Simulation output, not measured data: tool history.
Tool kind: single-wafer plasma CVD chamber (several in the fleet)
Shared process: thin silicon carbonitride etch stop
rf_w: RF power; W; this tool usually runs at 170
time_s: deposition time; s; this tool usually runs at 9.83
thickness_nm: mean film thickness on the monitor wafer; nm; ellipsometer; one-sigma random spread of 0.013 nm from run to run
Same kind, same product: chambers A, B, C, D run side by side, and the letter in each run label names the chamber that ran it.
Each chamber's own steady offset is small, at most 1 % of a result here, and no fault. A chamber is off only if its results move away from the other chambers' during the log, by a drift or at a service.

run	hour	rf_w	time_s	hours since the last thermocouple change	hours since the last RF generator calibration	read-back reference wafer on the same gauge, thickness_nm	thickness_nm
1C	9.2	170	9.83	99.8	496.8	5.4184	5.2792
2B	15	170	9.83	388.1	1574.6	5.4174	5.3074
3D	20.7	170	9.83	910.9	991.5	5.4211	5.35
4A	28.3	170	9.83	551.3	390.3	5.4167	5.3454
5B	37.5	170	9.83	410.6	1597.1	5.4179	5.3099
6A	42.6	170	9.83	565.6	404.6	5.4162	5.3114
7C	47.8	170	9.83	138.4	535.4	5.4209	5.3007
8D	57	170	9.83	947.2	1027.8	5.4199	5.3702
9C	66.3	170	9.83	156.9	553.9	5.4185	5.3036
10B	75.8	170	9.83	448.9	1635.4	5.4222	5.3355
11A	85.8	170	9.83	608.8	447.8	5.4218	5.341
12D	96.3	170	9.83	986.5	1067.1	5.4232	5.3893
13D	107.5	170	9.83	997.7	1078.3	5.4227	5.3623
14B	114.8	170	9.83	487.9	1674.4	5.4183	5.2918
15A	125	170	9.83	648	487	5.4205	5.3189
16C	133.5	170	9.83	224.1	621.1	5.4216	5.2762
17B	142.7	145	9.83	515.8	1702.3	5.4199	5.0192
18C	151.7	145	9.83	242.3	639.3	5.4197	5.0555
19D	162.6	145	9.83	1052.8	1133.4	5.4201	5.121
20A	169.2	145	9.83	692.2	531.2	5.4195	5.0622
21B	174.1	170	9.83	547.2	1733.7	5.4171	5.2221
22A	183.7	170	9.83	706.7	545.7	5.42	5.3126
23D	190.1	170	9.83	1080.3	1160.9	5.4178	5.3647
24C	198.8	170	9.83	289.4	686.4	5.4202	5.2932
25D	206.2	170	9.83	1096.4	1177	5.4196	5.3545

For the next run the whole fleet of 4 chambers uses the same settings. Give each chamber's results:
26A	214.2	170	9.83				?
26B	214.2	170	9.83				?
26C	214.2	170	9.83				?
26D	214.2	170	9.83				?

run	thickness_nm
26A	5.322
26B	5.1815
26C	5.3155
26D	5.3627

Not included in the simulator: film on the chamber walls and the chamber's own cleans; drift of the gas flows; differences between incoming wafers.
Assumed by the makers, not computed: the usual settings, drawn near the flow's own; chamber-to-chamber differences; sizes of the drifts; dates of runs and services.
